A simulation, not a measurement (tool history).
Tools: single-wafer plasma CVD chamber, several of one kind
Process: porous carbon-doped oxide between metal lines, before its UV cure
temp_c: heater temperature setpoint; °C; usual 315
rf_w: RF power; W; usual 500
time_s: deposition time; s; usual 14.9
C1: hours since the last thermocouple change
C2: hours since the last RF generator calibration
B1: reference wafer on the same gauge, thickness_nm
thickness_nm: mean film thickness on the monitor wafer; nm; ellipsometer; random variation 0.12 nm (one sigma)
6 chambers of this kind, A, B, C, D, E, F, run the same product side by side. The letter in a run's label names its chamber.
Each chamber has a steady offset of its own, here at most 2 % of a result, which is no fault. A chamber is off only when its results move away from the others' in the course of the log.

{"run": "1D", "hour": 12.7, "temp_c": 315, "rf_w": 500, "time_s": 14.9, "C1": 1663.8, "C2": 1027.4, "B1": 66.323, "thickness_nm": 76.304}
{"run": "2A", "hour": 20.6, "temp_c": 315, "rf_w": 500, "time_s": 14.9, "C1": 321, "C2": 544.8, "B1": 66.292, "thickness_nm": 76.324}
{"run": "3B", "hour": 31.8, "temp_c": 315, "rf_w": 500, "time_s": 14.9, "C1": 292.7, "C2": 1879.6, "B1": 66.328, "thickness_nm": 76.757}
{"run": "4E", "hour": 44.2, "temp_c": 315, "rf_w": 500, "time_s": 14.9, "C1": 1967.2, "C2": 162.1, "B1": 66.337, "thickness_nm": 77.114}
{"run": "5C", "hour": 59.5, "temp_c": 315, "rf_w": 500, "time_s": 14.9, "C1": 1741.2, "C2": 2150.3, "B1": 66.362, "thickness_nm": 76.137}
{"run": "6F", "hour": 74.1, "temp_c": 315, "rf_w": 500, "time_s": 14.9, "C1": 1963.3, "C2": 972.8, "B1": 66.374, "thickness_nm": 75.323}
{"run": "7A", "hour": 89.3, "temp_c": 315, "rf_w": 500, "time_s": 14.9, "C1": 389.7, "C2": 613.5, "B1": 66.377, "thickness_nm": 76.549}
{"run": "8D", "hour": 103.7, "temp_c": 315, "rf_w": 500, "time_s": 14.9, "C1": 1754.8, "C2": 1118.4, "B1": 66.382, "thickness_nm": 76.547}
{"run": "9E", "hour": 117.0, "temp_c": 315, "rf_w": 415, "time_s": 14.9, "C1": 2040, "C2": 234.9, "B1": 66.406, "thickness_nm": 67.268}
{"run": "10F", "hour": 126.4, "temp_c": 315, "rf_w": 415, "time_s": 14.9, "C1": 2015.6, "C2": 1025.1, "B1": 66.426, "thickness_nm": 65.908}
{"run": "11C", "hour": 142.2, "temp_c": 315, "rf_w": 415, "time_s": 14.9, "C1": 1823.9, "C2": 2233, "B1": 66.432, "thickness_nm": 66.554}
{"run": "12B", "hour": 156.8, "temp_c": 315, "rf_w": 415, "time_s": 14.9, "C1": 417.7, "C2": 2004.6, "B1": 66.464, "thickness_nm": 66.84}
{"run": "13F", "hour": 166.8, "temp_c": 315, "rf_w": 415, "time_s": 14.9, "C1": 2056, "C2": 1065.5, "B1": 66.459, "thickness_nm": 66.007}
{"run": "14D", "hour": 178.3, "temp_c": 315, "rf_w": 415, "time_s": 14.9, "C1": 1829.4, "C2": 1193, "B1": 66.487, "thickness_nm": 66.954}
{"run": "15E", "hour": 186.2, "temp_c": 315, "rf_w": 500, "time_s": 14.9, "C1": 2109.2, "C2": 304.1, "B1": 66.467, "thickness_nm": 77.325}
{"run": "16B", "hour": 196.9, "temp_c": 315, "rf_w": 500, "time_s": 14.9, "C1": 457.8, "C2": 2044.7, "B1": 66.513, "thickness_nm": 76.917}
{"run": "17C", "hour": 209.0, "temp_c": 315, "rf_w": 500, "time_s": 14.9, "C1": 1890.7, "C2": 2299.8, "B1": 66.508, "thickness_nm": 76.138}
{"run": "18A", "hour": 222.6, "temp_c": 315, "rf_w": 500, "time_s": 14.9, "C1": 523, "C2": 746.8, "B1": 66.503, "thickness_nm": 76.67}
{"run": "19D", "hour": 229.8, "temp_c": 307, "rf_w": 500, "time_s": 12.5, "C1": 1880.9, "C2": 1244.5, "B1": 66.508, "thickness_nm": 67.583}
{"run": "20B", "hour": 239.8, "temp_c": 307, "rf_w": 500, "time_s": 12.5, "C1": 500.7, "C2": 2087.6, "B1": 66.517, "thickness_nm": 67.844}
{"run": "21E", "hour": 252.2, "temp_c": 307, "rf_w": 500, "time_s": 12.5, "C1": 2175.2, "C2": 370.1, "B1": 66.558, "thickness_nm": 68.161}
{"run": "22C", "hour": 265.2, "temp_c": 307, "rf_w": 500, "time_s": 12.5, "C1": 1946.9, "C2": 2356, "B1": 66.542, "thickness_nm": 67.243}
{"run": "23A", "hour": 279.1, "temp_c": 307, "rf_w": 500, "time_s": 12.5, "C1": 579.5, "C2": 803.3, "B1": 66.573, "thickness_nm": 67.606}
{"hour": 285.2, "done": "chamber E: thermocouple changed; heater temperature recalibrated"}
{"run": "24F", "hour": 287.6, "temp_c": 307, "rf_w": 500, "time_s": 12.5, "C1": 2176.8, "C2": 1186.3, "B1": 66.582, "thickness_nm": 66.479}
{"run": "25E", "hour": 297.9, "temp_c": 315, "rf_w": 500, "time_s": 14.9, "C1": 12.7, "C2": 415.8, "B1": 66.608, "thickness_nm": 77.547}
{"run": "26A", "hour": 307.7, "temp_c": 315, "rf_w": 500, "time_s": 14.9, "C1": 608.1, "C2": 831.9, "B1": 66.592, "thickness_nm": 76.82}
{"run": "27B", "hour": 321.5, "temp_c": 320, "rf_w": 420, "time_s": 14.9, "C1": 582.4, "C2": 2169.3, "B1": 66.623, "thickness_nm": 66.218}
{"run": "28D", "hour": 334.6, "temp_c": 320, "rf_w": 420, "time_s": 14.9, "C1": 1985.7, "C2": 1349.3, "B1": 66.635, "thickness_nm": 66.098}
{"run": "29C", "hour": 346.5, "temp_c": 320, "rf_w": 420, "time_s": 14.9, "C1": 2028.2, "C2": 2437.3, "B1": 66.638, "thickness_nm": 65.679}
{"run": "30F", "hour": 362.7, "temp_c": 320, "rf_w": 420, "time_s": 14.9, "C1": 2251.9, "C2": 1261.4, "B1": 66.644, "thickness_nm": 65.125}
{"run": "31C", "hour": 378.0, "temp_c": 320, "rf_w": 420, "time_s": 14.9, "C1": 2059.7, "C2": 2468.8, "B1": 66.64, "thickness_nm": 65.669}
{"run": "32E", "hour": 386.6, "temp_c": 320, "rf_w": 420, "time_s": 14.9, "C1": 101.4, "C2": 504.5, "B1": 66.629, "thickness_nm": 66.743}
{"run": "33D", "hour": 393.8, "temp_c": 315, "rf_w": 500, "time_s": 14.9, "C1": 2044.9, "C2": 1408.5, "B1": 66.676, "thickness_nm": 76.912}
{"run": "34B", "hour": 408.5, "temp_c": 315, "rf_w": 500, "time_s": 14.9, "C1": 669.4, "C2": 2256.3, "B1": 66.702, "thickness_nm": 76.958}
{"run": "35F", "hour": 418.0, "temp_c": 315, "rf_w": 500, "time_s": 14.9, "C1": 2307.2, "C2": 1316.7, "B1": 66.705, "thickness_nm": 75.825}
{"run": "36A", "hour": 432.3, "temp_c": 315, "rf_w": 500, "time_s": 14.9, "C1": 732.7, "C2": 956.5, "B1": 66.711, "thickness_nm": 76.878}

What goes on in this fleet: one chamber off, a drifting gauge, or nothing beyond the chambers' own small offsets? Name the chamber and the cause, if any.

The gauge drifts, so all chambers seem to drift together. No chamber is off.
Cause: gauge reads high (%) = 0.64.

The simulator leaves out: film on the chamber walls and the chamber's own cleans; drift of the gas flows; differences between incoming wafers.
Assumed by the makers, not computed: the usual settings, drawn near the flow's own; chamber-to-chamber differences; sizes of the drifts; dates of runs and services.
